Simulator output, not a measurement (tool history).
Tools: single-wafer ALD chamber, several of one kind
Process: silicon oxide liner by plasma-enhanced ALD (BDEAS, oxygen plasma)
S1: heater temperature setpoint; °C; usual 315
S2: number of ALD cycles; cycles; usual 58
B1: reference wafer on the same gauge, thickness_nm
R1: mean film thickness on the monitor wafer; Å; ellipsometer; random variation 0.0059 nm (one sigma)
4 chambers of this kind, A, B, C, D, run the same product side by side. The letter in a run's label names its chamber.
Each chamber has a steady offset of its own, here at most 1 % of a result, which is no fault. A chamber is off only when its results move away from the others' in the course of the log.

Run 1A, hour 11.9: usual settings; B1 4.2406. Result: R1 52.946 Å.
Run 2C, hour 18.9: usual settings; B1 4.2409. Result: R1 53.216 Å.
Run 3D, hour 31.4: usual settings; B1 4.2426. Result: R1 52.803 Å.
Run 4B, hour 44.1: usual settings; B1 4.2425. Result: R1 53.119 Å.
Run 5A, hour 52.4: usual settings; B1 4.2424. Result: R1 52.873 Å.
Run 6C, hour 60.4: usual settings but S1 303 °C; B1 4.2445. Result: R1 54.057 Å.
Run 7B, hour 67.5: usual settings but S1 303 °C; B1 4.2424. Result: R1 53.986 Å.
Run 8D, hour 78: usual settings but S1 303 °C; B1 4.2443. Result: R1 53.816 Å.
Run 9C, hour 88.7: usual settings but S1 303 °C; B1 4.2452. Result: R1 54.118 Å.
Run 10D, hour 96.3: usual settings but S2 66 cycles; B1 4.2459. Result: R1 60.164 Å.
Run 11B, hour 103.3: usual settings but S2 66 cycles; B1 4.2462. Result: R1 60.355 Å.
Run 12A, hour 111.2: usual settings but S2 66 cycles; B1 4.2454. Result: R1 60.26 Å.
Run 13B, hour 125.5: usual settings but S2 66 cycles; B1 4.2456. Result: R1 60.296 Å.
Run 14C, hour 140.9: usual settings; B1 4.2454. Result: R1 53.263 Å.
Run 15A, hour 155.9: usual settings; B1 4.2469. Result: R1 52.904 Å.
Run 16D, hour 167.6: usual settings but S1 327 °C, S2 67 cycles; B1 4.2481. Result: R1 59.991 Å.
Run 17A, hour 181: usual settings but S1 327 °C, S2 67 cycles; B1 4.2481. Result: R1 59.913 Å.
Run 18C, hour 193.9: usual settings but S1 327 °C, S2 67 cycles; B1 4.2506. Result: R1 60.483 Å.
Run 19D, hour 208.9: usual settings but S1 327 °C, S2 67 cycles; B1 4.2497. Result: R1 60.148 Å.
Run 20B, hour 223.2: usual settings; B1 4.2515. Result: R1 53.187 Å.
Run 21C, hour 233.1: usual settings; B1 4.252. Result: R1 53.304 Å.
Run 22B, hour 243.5: usual settings; B1 4.252. Result: R1 53.166 Å.
Run 23A, hour 254.1: usual settings; B1 4.2523. Result: R1 52.989 Å.
Run 24D, hour 266.9: usual settings; B1 4.252. Result: R1 53.017 Å.
Run 25A, hour 274.5: usual settings; B1 4.253. Result: R1 52.967 Å.
Run 26B, hour 287.2: usual settings; B1 4.2551. Result: R1 53.164 Å.
Run 27D, hour 300.1: usual settings but S1 329 °C, S2 64 cycles; B1 4.2556. Result: R1 57.306 Å.
Run 28C, hour 312.9: usual settings but S1 329 °C, S2 64 cycles; B1 4.2549. Result: R1 57.749 Å.
Run 29C, hour 322.2: usual settings but S1 329 °C, S2 64 cycles; B1 4.2563. Result: R1 57.633 Å.
Run 30B, hour 333.8: usual settings but S1 329 °C, S2 64 cycles; B1 4.2573. Result: R1 57.534 Å.
Run 31A, hour 342.6: usual settings but S1 304 °C, S2 66 cycles; B1 4.2568. Result: R1 61.22 Å.
Run 32D, hour 355.2: usual settings but S1 304 °C, S2 66 cycles; B1 4.2579. Result: R1 61.242 Å.
Run 33B, hour 364.8: usual settings but S1 304 °C, S2 66 cycles; B1 4.2559. Result: R1 61.636 Å.
Run 34D, hour 375: usual settings but S1 304 °C, S2 66 cycles; B1 4.259. Result: R1 61.441 Å.
Run 35C, hour 389: usual settings but S2 65 cycles; B1 4.259. Result: R1 59.766 Å.

Next, every chamber runs the same settings. What will each give?
Run 36A, hour 400.4: usual settings. Result: R1 ?.
Run 36B, hour 400.4: usual settings. Result: R1 ?.
Run 36C, hour 400.4: usual settings. Result: R1 ?.
Run 36D, hour 400.4: usual settings. Result: R1 ?.

run      R1
36A  52.997
36B   53.27
36C  53.319
36D  53.071
